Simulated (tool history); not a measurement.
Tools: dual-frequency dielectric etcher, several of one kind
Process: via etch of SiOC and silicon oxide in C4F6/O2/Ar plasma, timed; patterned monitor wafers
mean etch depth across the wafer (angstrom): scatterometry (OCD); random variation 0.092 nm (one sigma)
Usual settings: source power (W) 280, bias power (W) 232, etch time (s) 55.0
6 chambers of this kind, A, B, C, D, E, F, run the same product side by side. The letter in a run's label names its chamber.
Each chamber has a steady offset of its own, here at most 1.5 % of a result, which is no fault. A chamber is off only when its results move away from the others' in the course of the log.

run	hour	source power (W)	bias power (W)	etch time (s)	read-back reference wafer on the same gauge, depth_nm	mean etch depth across the wafer (angstrom)
1C	9.0	280	232	55.0	55.201	582.89
2E	19.7	280	232	55.0	55.214	592.85
# hour 24.8: chamber B: wet clean of the chamber
3D	30.5	280	232	55.0	55.227	590.06
# hour 37.4: chamber F: wet clean of the chamber
4F	40.4	280	232	55.0	55.257	589.94
# hour 43.3: chamber E: wet clean of the chamber
5A	51.1	280	232	55.0	55.255	595.91
6B	59.7	280	232	55.0	55.289	586.32
# hour 66.2: chamber D: wet clean of the chamber
7A	67.7	280	232	55.0	55.290	596.84
8F	78.1	280	270	55.0	55.291	619.85
9E	88.8	280	270	55.0	55.303	622.69
10D	98.7	280	270	55.0	55.299	622.88
11C	110.0	280	270	55.0	55.314	613.97
12B	116.9	280	270	55.0	55.344	617.51
13C	127.9	280	270	55.0	55.321	614.43
14B	135.2	280	232	55.0	55.345	587.31
15D	143.6	280	232	55.0	55.341	591.10
16F	152.3	280	232	55.0	55.383	590.48
17A	163.2	280	232	55.0	55.372	597.20
18E	171.0	280	232	55.0	55.372	592.69
19A	177.0	280	232	55.0	55.394	596.51
20C	182.7	280	232	55.0	55.386	581.28
21D	188.3	280	232	55.0	55.387	593.40
# hour 191.1: chamber C: wet clean of the chamber
22E	196.1	280	232	55.0	55.404	594.82
23F	204.0	280	232	55.0	55.411	590.54
24B	212.0	280	232	55.0	55.443	587.55
# hour 219.7: chamber A: wet clean of the chamber
25F	220.9	280	232	55.0	55.422	589.55
26E	229.9	280	232	55.0	55.448	592.73
27C	238.9	280	232	55.0	55.452	583.72
# hour 239.0: chamber C: bias power generator calibrated
28A	247.7	310	232	63.5	55.472	717.35
29B	254.2	310	232	63.5	55.459	704.59
30D	262.2	310	232	63.5	55.443	714.01
31D	271.6	310	232	63.5	55.480	711.73
32A	278.3	310	232	63.5	55.523	718.90
33E	286.9	310	232	63.5	55.496	711.32
34F	294.4	280	232	55.0	55.492	592.61
35C	299.6	280	232	55.0	55.536	583.56
36B	305.9	280	261	55.0	55.545	613.32
37F	313.6	280	261	55.0	55.542	616.78
38B	321.0	280	261	55.0	55.546	613.13
39A	325.9	280	261	55.0	55.542	624.37

All 6 chambers run these settings next. Forecast each chamber's results:
40A	334.0	280	232	55.0		?
40B	334.0	280	232	55.0		?
40C	334.0	280	232	55.0		?
40D	334.0	280	232	55.0		?
40E	334.0	280	232	55.0		?
40F	334.0	280	232	55.0		?

run	mean etch depth across the wafer (angstrom)
40A	599.51
40B	590.35
40C	585.67
40D	593.11
40E	595.49
40F	592.00
